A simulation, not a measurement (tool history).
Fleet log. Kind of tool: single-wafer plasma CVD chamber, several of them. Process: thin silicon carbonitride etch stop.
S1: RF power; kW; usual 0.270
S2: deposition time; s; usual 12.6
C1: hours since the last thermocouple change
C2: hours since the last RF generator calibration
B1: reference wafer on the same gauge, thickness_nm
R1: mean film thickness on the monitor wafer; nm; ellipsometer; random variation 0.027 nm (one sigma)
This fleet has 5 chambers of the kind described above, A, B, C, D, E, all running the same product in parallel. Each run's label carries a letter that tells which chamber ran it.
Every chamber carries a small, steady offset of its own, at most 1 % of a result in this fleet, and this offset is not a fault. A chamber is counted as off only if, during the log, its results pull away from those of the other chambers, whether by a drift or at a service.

| run | hour | S1 | S2 | C1 | C2 | B1 | R1 |
|---|---|---|---|---|---|---|---|
| 1A | 4.9 | 0.270 | 12.6 | 177.9 | 836.1 | 8.7002 | 7.8616 |
| 2B | 13.4 | 0.270 | 12.6 | 1537.4 | 271.5 | 8.6997 | 7.7692 |
| 3E | 23.1 | 0.270 | 12.6 | 1835.4 | 506.1 | 8.7077 | 7.7928 |
| 4D | 31.6 | 0.270 | 12.6 | 443.3 | 150.5 | 8.6985 | 7.8574 |
| 5C | 35.9 | 0.270 | 12.6 | 550.3 | 242.5 | 8.7042 | 7.8423 |
| 6B | 42.6 | 0.270 | 12.6 | 1566.6 | 300.7 | 8.6971 | 7.7901 |
| 7D | 47.4 | 0.270 | 11.5 | 459.1 | 166.3 | 8.6975 | 7.1275 |
| 8E | 53.6 | 0.270 | 11.5 | 1865.9 | 536.6 | 8.6975 | 7.1548 |
| 9C | 58.0 | 0.270 | 11.5 | 572.4 | 264.6 | 8.7013 | 7.1578 |
| 10A | 64.9 | 0.270 | 11.5 | 237.9 | 896.1 | 8.6995 | 7.1104 |
| 11A | 70.6 | 0.270 | 11.5 | 243.6 | 901.8 | 8.6899 | 7.1510 |
| 12B | 77.6 | 0.270 | 12.6 | 1601.6 | 335.7 | 8.6978 | 7.8062 |
| 13E | 83.0 | 0.270 | 12.6 | 1895.3 | 566.0 | 8.7067 | 7.8678 |
| 14C | 92.1 | 0.270 | 12.6 | 606.5 | 298.7 | 8.7031 | 7.7987 |
| 15D | 101.6 | 0.270 | 12.6 | 513.3 | 220.5 | 8.6986 | 7.7815 |
| 16B | 108.3 | 0.270 | 12.6 | 1632.3 | 366.4 | 8.6977 | 7.7688 |
| 17C | 115.5 | 0.270 | 12.6 | 629.9 | 322.1 | 8.7010 | 7.8527 |
| 18A | 125.4 | 0.240 | 10.4 | 298.4 | 956.6 | 8.6879 | 6.2226 |
| 19E | 133.3 | 0.240 | 10.4 | 1945.6 | 616.3 | 8.6977 | 6.2484 |
| 20D | 140.5 | 0.240 | 10.4 | 552.2 | 259.4 | 8.6958 | 6.1916 |
| 21A | 145.1 | 0.240 | 10.4 | 318.1 | 976.3 | 8.6998 | 6.2054 |
| 22E | 152.8 | 0.240 | 10.4 | 1965.1 | 635.8 | 8.7045 | 6.2641 |
| 23B | 157.6 | 0.270 | 12.6 | 1681.6 | 415.7 | 8.7069 | 7.8155 |
| 24D | 164.0 | 0.270 | 12.6 | 575.7 | 282.9 | 8.7047 | 7.8680 |
|  | 167.3 | chamber B: thermocouple changed; heater temperature recalibrated |
| 25C | 172.8 | 0.270 | 12.6 | 687.2 | 379.4 | 8.7064 | 7.8146 |
|  | 176.5 | chamber E: thermocouple changed; heater temperature recalibrated |
| 26E | 177.8 | 0.270 | 12.6 | 1.4 | 660.8 | 8.6981 | 7.8234 |
| 27C | 182.2 | 0.270 | 14.3 | 696.6 | 388.8 | 8.6990 | 8.8989 |
| 28B | 191.5 | 0.270 | 14.3 | 24.2 | 449.6 | 8.7029 | 8.8762 |
| 29D | 201.2 | 0.270 | 14.3 | 612.9 | 320.1 | 8.7097 | 8.8451 |
| 30A | 210.1 | 0.270 | 14.3 | 383.1 | 1041.3 | 8.6973 | 8.8579 |
| 31C | 219.3 | 0.270 | 14.3 | 733.7 | 425.9 | 8.6957 | 8.9370 |
| 32B | 229.0 | 0.270 | 12.6 | 61.7 | 487.1 | 8.7020 | 7.7638 |
| 33E | 234.7 | 0.270 | 12.6 | 58.3 | 717.7 | 8.6964 | 7.8658 |
| 34D | 244.5 | 0.270 | 12.6 | 656.2 | 363.4 | 8.6965 | 7.8221 |
| 35A | 252.1 | 0.270 | 12.6 | 425.1 | 1083.3 | 8.7029 | 7.8019 |

Predict what each chamber gives when all 5 of them run the settings below next.
| 36A | 259.2 | 0.270 | 12.6 |  |  |  | ? |
| 36B | 259.2 | 0.270 | 12.6 |  |  |  | ? |
| 36C | 259.2 | 0.270 | 12.6 |  |  |  | ? |
| 36D | 259.2 | 0.270 | 12.6 |  |  |  | ? |
| 36E | 259.2 | 0.270 | 12.6 |  |  |  | ? |

| run | R1 |
|---|---|
| 36A | 7.8497 |
| 36B | 7.8441 |
| 36C | 7.8601 |
| 36D | 7.7899 |
| 36E | 7.8241 |

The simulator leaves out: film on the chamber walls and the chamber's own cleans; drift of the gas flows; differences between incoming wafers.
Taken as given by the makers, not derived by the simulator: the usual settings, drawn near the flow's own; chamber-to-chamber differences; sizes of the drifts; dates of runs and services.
